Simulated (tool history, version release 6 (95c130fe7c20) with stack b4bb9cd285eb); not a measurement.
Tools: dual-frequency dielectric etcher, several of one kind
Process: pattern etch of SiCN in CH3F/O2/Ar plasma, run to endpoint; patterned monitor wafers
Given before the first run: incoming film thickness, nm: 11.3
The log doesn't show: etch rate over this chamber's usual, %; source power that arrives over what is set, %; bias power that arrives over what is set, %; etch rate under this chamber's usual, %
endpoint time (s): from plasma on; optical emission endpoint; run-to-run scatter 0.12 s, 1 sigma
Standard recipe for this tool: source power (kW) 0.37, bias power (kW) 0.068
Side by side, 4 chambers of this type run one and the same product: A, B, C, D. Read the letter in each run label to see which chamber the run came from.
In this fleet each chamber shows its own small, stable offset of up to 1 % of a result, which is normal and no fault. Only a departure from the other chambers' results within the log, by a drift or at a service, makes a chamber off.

run,hour,source power (kW),bias power (kW),hours since the last wet clean,hours since the last source power generator calibration,hours since the last bias power generator calibration,endpoint time (s)
1D,3,0.37,0.068,241.7,174.8,2052.1,31.357
2A,7.5,0.37,0.068,296.5,1862.8,2368.4,31.213
3B,11.2,0.37,0.068,333.6,701.4,58.7,31.493
4C,15.4,0.37,0.068,579.6,959.4,4224.3,31.663
5C,19.3,0.37,0.068,583.5,963.3,4228.2,31.64
6A,22.3,0.37,0.068,311.3,1877.6,2383.2,31.322
7D,26,0.37,0.068,264.7,197.8,2075.1,31.545
8B,30.1,0.37,0.068,352.5,720.3,77.6,31.885
9B,33.1,0.37,0.068,355.5,723.3,80.6,31.951
10A,35.7,0.37,0.068,324.7,1891,2396.6,31.388
11D,40.1,0.33,0.058,278.8,211.9,2089.2,34.591
# hour 43.4: chamber C: wet clean of the chamber
12C,44.3,0.33,0.058,1,988.3,4253.2,35.134
13D,49.2,0.33,0.058,287.9,221,2098.3,34.77
14C,53.9,0.33,0.058,10.6,997.9,4262.8,35.102
15B,57.2,0.37,0.068,379.6,747.4,104.7,32.047
16A,61.6,0.37,0.068,350.6,1916.9,2422.5,31.468
17D,64,0.37,0.068,302.7,235.8,2113.1,31.512
18A,67.8,0.37,0.068,356.8,1923.1,2428.7,31.435
19B,72,0.37,0.068,394.4,762.2,119.5,32.343
20C,75.5,0.37,0.068,32.2,1019.5,4284.4,31.581
21C,78.3,0.37,0.068,35,1022.3,4287.2,31.7
22D,80.9,0.37,0.068,319.6,252.7,2130,31.24
23B,83.8,0.37,0.068,406.2,774,131.3,32.438
24A,86.8,0.37,0.068,375.8,1942.1,2447.7,31.488

Predict what each chamber gives when all 4 of them run the settings below next.
25A,90.6,0.37,0.068,,,,?
25B,90.6,0.37,0.068,,,,?
25C,90.6,0.37,0.068,,,,?
25D,90.6,0.37,0.068,,,,?

run,endpoint time (s)
25A,31.413
25B,32.374
25C,31.486
25D,31.592
